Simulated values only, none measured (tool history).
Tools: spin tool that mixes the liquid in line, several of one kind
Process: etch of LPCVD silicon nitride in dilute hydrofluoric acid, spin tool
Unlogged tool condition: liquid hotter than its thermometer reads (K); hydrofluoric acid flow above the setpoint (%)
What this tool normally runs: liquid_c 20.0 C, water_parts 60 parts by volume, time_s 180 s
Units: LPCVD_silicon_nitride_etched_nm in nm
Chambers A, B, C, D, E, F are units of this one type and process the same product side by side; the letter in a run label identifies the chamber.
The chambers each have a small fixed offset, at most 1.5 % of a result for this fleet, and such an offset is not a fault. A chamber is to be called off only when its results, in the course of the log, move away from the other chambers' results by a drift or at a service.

run     day  liquid_c  water_parts  time_s  hours since the thermometer was replaced  hours since the hydrofluoric acid flow meter was replaced  read-back film thickness of the LPCVD silicon nitride reference wafer, read on the same gauge (nm)  LPCVD_silicon_nitride_etched_nm
 1E   0.350      20.0           60     180                                    1902.1                                                      767.4                                                                                              79.980                           1.1458
 2B   0.558      20.0           60     180                                     715.4                                                      868.2                                                                                              80.011                           1.1188
 3A   0.917      20.0           60     180                                    1007.9                                                     1677.4                                                                                              80.011                           1.1237
 4F   1.233      20.0           60     180                                     367.5                                                     2192.3                                                                                              80.018                           1.1048
 5D   1.508      20.0           60     180                                     900.2                                                     1604.5                                                                                              80.009                           1.1305
 6C   1.675      24.5           60     180                                     501.6                                                      253.8                                                                                              80.034                           1.5215
 7F   1.962      24.5           60     180                                     385.0                                                     2209.8                                                                                              80.022                           1.5433
 8A   2.150      24.5           60     180                                    1037.5                                                     1707.0                                                                                              80.018                           1.5396
 9E   2.408      24.5           60     180                                    1951.5                                                      816.8                                                                                              80.021                           1.5522
      2.521  -- chamber F: hydrofluoric acid flow meter replaced
10B   2.738      24.5           60     180                                     767.7                                                      920.5                                                                                              80.016                           1.5584
11C   2.971      24.5           60     180                                     532.7                                                      284.9                                                                                              80.029                           1.5134
12D   3.196      20.0           60     180                                     940.7                                                     1645.0                                                                                              80.015                           1.1356
13F   3.546      20.0           60     180                                     423.0                                                       24.7                                                                                              80.018                           1.0951
14B   3.733      23.0           60     180                                     791.6                                                      944.4                                                                                              80.026                           1.4155
15C   3.954      23.0           60     180                                     556.3                                                      308.5                                                                                              80.002                           1.4388
16E   4.250      23.0           60     180                                    1995.7                                                      861.0                                                                                              79.969                           1.4099
17A   4.508      23.0           60     180                                    1094.1                                                     1763.6                                                                                              80.016                           1.4002
18D   4.825      23.0           60     180                                     979.8                                                     1684.1                                                                                              80.019                           1.3814
19C   5.133      23.0           60     180                                     584.6                                                      336.8                                                                                              80.013                           1.3391
20B   5.458      24.5           60     180                                     833.0                                                      985.8                                                                                              80.027                           1.5363
21E   5.783      24.5           60     180                                    2032.5                                                      897.8                                                                                              79.990                           1.5537
22D   5.946      24.5           60     180                                    1006.7                                                     1711.0                                                                                              80.001                           1.5324
23A   6.112      24.5           60     180                                    1132.6                                                     1802.1                                                                                              79.987                           1.5350
24F   6.450      24.5           60     180                                     492.7                                                       94.4                                                                                              79.979                           1.5506
25E   6.621      24.5           60     180                                    2052.6                                                      917.9                                                                                              79.965                           1.5671
26B   6.867      20.0           60     180                                     866.8                                                     1019.6                                                                                              80.017                           1.1239
27D   7.192      20.0           60     180                                    1036.6                                                     1740.9                                                                                              80.010                           1.1931
28C   7.438      20.0           60     180                                     639.9                                                      392.1                                                                                              79.972                           1.1674
29F   7.758      20.0           60     180                                     524.1                                                      125.8                                                                                              79.990                           1.0944
30A   8.100      20.0           60     180                                    1180.3                                                     1849.8                                                                                              79.990                           1.1560
31B   8.404      20.0           60     180                                     903.7                                                     1056.5                                                                                              80.039                           1.1286
32E   8.646      20.0           60     180                                    2101.2                                                      966.5                                                                                              79.986                           1.1691
33D   8.850      20.0           60     180                                    1076.4                                                     1780.7                                                                                              79.980                           1.2401
34F   9.183      20.0           60     180                                     558.3                                                      160.0                                                                                              80.006                           1.1132
35C   9.462      20.0           60     180                                     688.5                                                      440.7                                                                                              79.998                           1.1372
      9.562  -- chamber D: hydrofluoric acid flow meter replaced
36A   9.683      20.0           60     180                                    1218.3                                                     1887.8                                                                                              79.985                           1.1381
37C   9.954      20.0           60     180                                     700.3                                                      452.5                                                                                              79.992                           1.1719
38D  10.121      20.0           60     180                                    1106.9                                                       13.5                                                                                              79.988                           1.2383
     10.362  -- chamber E: thermometer replaced
39A  10.454      20.0           60     180                                    1236.8                                                     1906.3                                                                                              80.005                           1.1726
40E  10.792      20.0           60     180                                      10.3                                                     1018.0                                                                                              79.993                           1.1602
41F  11.146      20.0           60     180                                     605.4                                                      207.1                                                                                              80.017                           1.0826
42B  11.458      20.0           60     180                                     977.0                                                     1129.8                                                                                              80.031                           1.1809
43D  11.746      17.0           45     180                                    1145.9                                                       52.5                                                                                              79.960                           1.3440
44B  12.038      17.0           45     180                                     990.9                                                     1143.7                                                                                              80.002                           1.2319

The same settings go to every chamber for the next run, one line per chamber below. Forecast the results for each:
45A  12.292      20.0           60     180                                                                                                                                                                                                                                         ?
45B  12.292      20.0           60     180                                                                                                                                                                                                                                         ?
45C  12.292      20.0           60     180                                                                                                                                                                                                                                         ?
45D  12.292      20.0           60     180                                                                                                                                                                                                                                         ?
45E  12.292      20.0           60     180                                                                                                                                                                                                                                         ?
45F  12.292      20.0           60     180                                                                                                                                                                                                                                         ?

run  LPCVD_silicon_nitride_etched_nm
45A                           1.1161
45B                           1.1559
45C                           1.1140
45D                           1.2785
45E                           1.1172
45F                           1.1391
